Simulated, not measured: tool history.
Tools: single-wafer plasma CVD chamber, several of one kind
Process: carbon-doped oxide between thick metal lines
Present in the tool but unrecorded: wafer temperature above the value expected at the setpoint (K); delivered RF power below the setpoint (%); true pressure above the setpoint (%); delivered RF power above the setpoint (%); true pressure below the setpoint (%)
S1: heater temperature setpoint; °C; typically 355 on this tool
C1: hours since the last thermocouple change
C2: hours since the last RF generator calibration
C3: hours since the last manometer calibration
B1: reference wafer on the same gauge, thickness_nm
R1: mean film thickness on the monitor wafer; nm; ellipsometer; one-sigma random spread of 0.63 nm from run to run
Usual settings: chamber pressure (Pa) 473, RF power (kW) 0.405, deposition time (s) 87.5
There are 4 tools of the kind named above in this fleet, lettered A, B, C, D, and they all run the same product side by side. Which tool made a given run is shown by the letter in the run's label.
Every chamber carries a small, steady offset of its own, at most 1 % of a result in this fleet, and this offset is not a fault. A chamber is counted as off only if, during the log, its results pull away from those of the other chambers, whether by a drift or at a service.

Run 1D, hour 4.1: usual settings; C1 1356.7; C2 1539.8; C3 1255.5; B1 378.87. Result: R1 362.52 nm.
Run 2C, hour 8.5: usual settings; C1 2000.7; C2 281.6; C3 1221.4; B1 378.89. Result: R1 359.72 nm.
Run 3B, hour 17.4: usual settings; C1 1164.9; C2 2067; C3 986.8; B1 378.75. Result: R1 362.84 nm.
Run 4A, hour 26.2: usual settings; C1 544.2; C2 831.7; C3 1656.8; B1 378.77. Result: R1 359.05 nm.
Run 5D, hour 30.8: usual settings but RF power (kW) 0.375; C1 1383.4; C2 1566.5; C3 1282.2; B1 378.67. Result: R1 343.94 nm.
Run 6C, hour 35.7: usual settings but RF power (kW) 0.375; C1 2027.9; C2 308.8; C3 1248.6; B1 378.63. Result: R1 338.05 nm.
Run 7A, hour 42.1: usual settings but RF power (kW) 0.375; C1 560.1; C2 847.6; C3 1672.7; B1 378.65. Result: R1 337.83 nm.
Run 8B, hour 46.1: usual settings but RF power (kW) 0.375; C1 1193.6; C2 2095.7; C3 1015.5; B1 378.61. Result: R1 341.6 nm.
Run 9D, hour 50.4: usual settings; C1 1403; C2 1586.1; C3 1301.8; B1 378.49. Result: R1 361.66 nm.
Run 10A, hour 58.4: usual settings; C1 576.4; C2 863.9; C3 1689; B1 378.4. Result: R1 356.78 nm.
Run 11C, hour 64.1: usual settings; C1 2056.3; C2 337.2; C3 1277; B1 378.16. Result: R1 358.45 nm.
Run 12B, hour 73: usual settings; C1 1220.5; C2 2122.6; C3 1042.4; B1 378.13. Result: R1 362.58 nm.
Run 13C, hour 79.4: usual settings; C1 2071.6; C2 352.5; C3 1292.3; B1 378.26. Result: R1 359.36 nm.
Run 14A, hour 87.3: usual settings; C1 605.3; C2 892.8; C3 1717.9; B1 378.05. Result: R1 357.82 nm.
Run 15D, hour 93.1: usual settings; C1 1445.7; C2 1628.8; C3 1344.5; B1 377.96. Result: R1 361.86 nm.
Run 16B, hour 100.8: usual settings; C1 1248.3; C2 2150.4; C3 1070.2; B1 377.89. Result: R1 362.21 nm.
Run 17D, hour 105.4: usual settings; C1 1458; C2 1641.1; C3 1356.8; B1 377.93. Result: R1 362.08 nm.
Run 18A, hour 113.7: usual settings; C1 631.7; C2 919.2; C3 1744.3; B1 377.93. Result: R1 357.97 nm.
Run 19C, hour 120.4: usual settings; C1 2112.6; C2 393.5; C3 1333.3; B1 377.66. Result: R1 356.98 nm.
Run 20B, hour 127.9: usual settings; C1 1275.4; C2 2177.5; C3 1097.3; B1 377.69. Result: R1 362.45 nm.
Run 21B, hour 134.7: usual settings; C1 1282.2; C2 2184.3; C3 1104.1; B1 377.58. Result: R1 361.73 nm.
At hour 139: chamber B: thermocouple changed; heater temperature recalibrated.
Run 22D, hour 143.4: usual settings; C1 1496; C2 1679.1; C3 1394.8; B1 377.21. Result: R1 360.94 nm.
Run 23A, hour 147.3: usual settings; C1 665.3; C2 952.8; C3 1777.9; B1 377.4. Result: R1 356.55 nm.
Run 24C, hour 156.1: usual settings; C1 2148.3; C2 429.2; C3 1369; B1 377.41. Result: R1 357.08 nm.
Run 25D, hour 161.8: usual settings but RF power (kW) 0.36; C1 1514.4; C2 1697.5; C3 1413.2; B1 377.33. Result: R1 330.92 nm.
Run 26B, hour 166.7: usual settings but RF power (kW) 0.36; C1 27.8; C2 2216.3; C3 1136.1; B1 377.14. Result: R1 330.76 nm.
Run 27C, hour 174.7: usual settings but RF power (kW) 0.36; C1 2166.9; C2 447.8; C3 1387.6; B1 377.28. Result: R1 327.74 nm.
Run 28A, hour 183.4: usual settings but RF power (kW) 0.36; C1 701.4; C2 988.9; C3 1814; B1 377.09. Result: R1 327.09 nm.
Run 29B, hour 188.2: usual settings; C1 49.3; C2 2237.8; C3 1157.6; B1 377.02. Result: R1 360.06 nm.
Run 30A, hour 192.3: usual settings; C1 710.3; C2 997.8; C3 1822.9; B1 376.87. Result: R1 356.61 nm.
Run 31C, hour 201.1: usual settings; C1 2193.3; C2 474.2; C3 1414; B1 376.82. Result: R1 355.97 nm.
Run 32D, hour 206.3: usual settings; C1 1558.9; C2 1742; C3 1457.7; B1 376.78. Result: R1 360.22 nm.
Run 33C, hour 211.6: usual settings; C1 2203.8; C2 484.7; C3 1424.5; B1 376.76. Result: R1 356.53 nm.
Run 34B, hour 219.6: usual settings; C1 80.7; C2 2269.2; C3 1189; B1 376.49. Result: R1 360.84 nm.
Run 35D, hour 225.9: usual settings; C1 1578.5; C2 1761.6; C3 1477.3; B1 376.53. Result: R1 360.65 nm.
At hour 229.1: chamber B: RF generator calibrated.
Run 36A, hour 231.6: usual settings; C1 749.6; C2 1037.1; C3 1862.2; B1 376.45. Result: R1 354.73 nm.
Run 37D, hour 237.3: usual settings; C1 1589.9; C2 1773; C3 1488.7; B1 376.5. Result: R1 359.19 nm.
Run 38B, hour 241.9: usual settings; C1 103; C2 12.9; C3 1211.3; B1 376.12. Result: R1 360.95 nm.
Run 39C, hour 246.7: usual settings; C1 2238.9; C2 519.8; C3 1459.6; B1 376.64. Result: R1 355.65 nm.

The same settings go to every chamber for the next run, one line per chamber below. Forecast the results for each:
Run 40A, hour 253.2: usual settings but chamber pressure (Pa) 587. Result: R1 ?.
Run 40B, hour 253.2: usual settings but chamber pressure (Pa) 587. Result: R1 ?.
Run 40C, hour 253.2: usual settings but chamber pressure (Pa) 587. Result: R1 ?.
Run 40D, hour 253.2: usual settings but chamber pressure (Pa) 587. Result: R1 ?.

run      R1
40A  366.88
40B  370.89
40C  367.53
40D  370.67
